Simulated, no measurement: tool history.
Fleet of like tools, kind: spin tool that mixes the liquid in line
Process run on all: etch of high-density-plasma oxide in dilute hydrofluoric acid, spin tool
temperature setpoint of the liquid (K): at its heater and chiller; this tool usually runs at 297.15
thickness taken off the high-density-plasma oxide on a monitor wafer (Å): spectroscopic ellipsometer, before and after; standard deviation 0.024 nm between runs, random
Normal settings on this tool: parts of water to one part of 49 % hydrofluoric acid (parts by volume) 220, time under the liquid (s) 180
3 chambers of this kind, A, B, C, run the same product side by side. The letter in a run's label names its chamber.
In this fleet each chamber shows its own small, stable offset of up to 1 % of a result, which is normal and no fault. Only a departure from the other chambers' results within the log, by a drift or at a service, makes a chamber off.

run,hour,temperature setpoint of the liquid (K),parts of water to one part of 49 % hydrofluoric acid (parts by volume),time under the liquid (s),hours since the thermometer was replaced,hours since the hydrofluoric acid flow meter was replaced,"read-back film thickness of the high-density-plasma oxide reference wafer, read on the same gauge (nm)",thickness taken off the high-density-plasma oxide on a monitor wafer (Å)
1A,10.6,297.15,220,180,1307.6,1644.2,60.018,44.986
2B,22.8,297.15,220,180,594.3,176.1,59.978,44.762
3C,30.7,297.15,220,180,310.3,724.6,60.016,45.130
4B,37.3,297.15,220,180,608.8,190.6,59.968,45.411
5C,47.3,297.15,220,180,326.9,741.2,60.002,45.524
6A,58.4,297.15,220,180,1355.4,1692.0,59.995,44.801
7B,65.2,297.15,220,180,636.7,218.5,60.014,44.859
8C,76.2,297.15,220,180,355.8,770.1,60.021,45.327
9A,84.2,297.15,220,180,1381.2,1717.8,60.009,44.939
10B,90.0,297.15,220,180,661.5,243.3,59.983,44.513
11A,95.7,297.15,220,180,1392.7,1729.3,60.010,44.807
12C,103.7,297.15,220,180,383.3,797.6,59.982,44.669
13A,112.8,297.15,220,180,1409.8,1746.4,60.045,45.101
14C,123.0,297.15,220,180,402.6,816.9,59.986,44.147
15B,133.4,297.15,220,180,704.9,286.7,60.019,44.880
16C,141.4,297.15,220,180,421.0,835.3,59.994,44.450
17B,148.0,297.15,220,180,719.5,301.3,59.968,44.956
18A,160.0,297.15,220,180,1457.0,1793.6,60.031,44.963
19C,171.5,297.15,310,140,451.1,865.4,59.988,22.146
20B,177.5,297.15,310,140,749.0,330.8,59.993,22.616
21A,188.6,297.15,310,140,1485.6,1822.2,59.991,22.634
22B,198.1,297.15,220,180,769.6,351.4,60.001,44.941
23A,209.5,297.15,220,180,1506.5,1843.1,60.004,45.035
24C,217.3,297.15,290,180,496.9,911.2,59.997,31.084
25A,226.1,297.15,290,180,1523.1,1859.7,59.992,31.785
26C,234.1,297.15,290,180,513.7,928.0,60.002,30.918
27B,245.8,297.15,220,180,817.3,399.1,59.998,44.758
28A,252.7,297.15,220,180,1549.7,1886.3,59.994,44.752
29C,258.0,297.15,220,180,537.6,951.9,59.992,43.476
30B,265.0,297.15,220,180,836.5,418.3,60.003,44.860
31C,275.6,297.15,220,180,555.2,969.5,60.018,43.354
32A,284.9,297.15,220,180,1581.9,1918.5,59.989,45.200
33B,294.6,297.15,220,180,866.1,447.9,59.978,44.860

All 3 chambers run these settings next. Forecast each chamber's results:
34A,303.3,297.15,220,180,,,,?
34B,303.3,297.15,220,180,,,,?
34C,303.3,297.15,220,180,,,,?

run,thickness taken off the high-density-plasma oxide on a monitor wafer (Å)
34A,44.555
34B,45.002
34C,43.348

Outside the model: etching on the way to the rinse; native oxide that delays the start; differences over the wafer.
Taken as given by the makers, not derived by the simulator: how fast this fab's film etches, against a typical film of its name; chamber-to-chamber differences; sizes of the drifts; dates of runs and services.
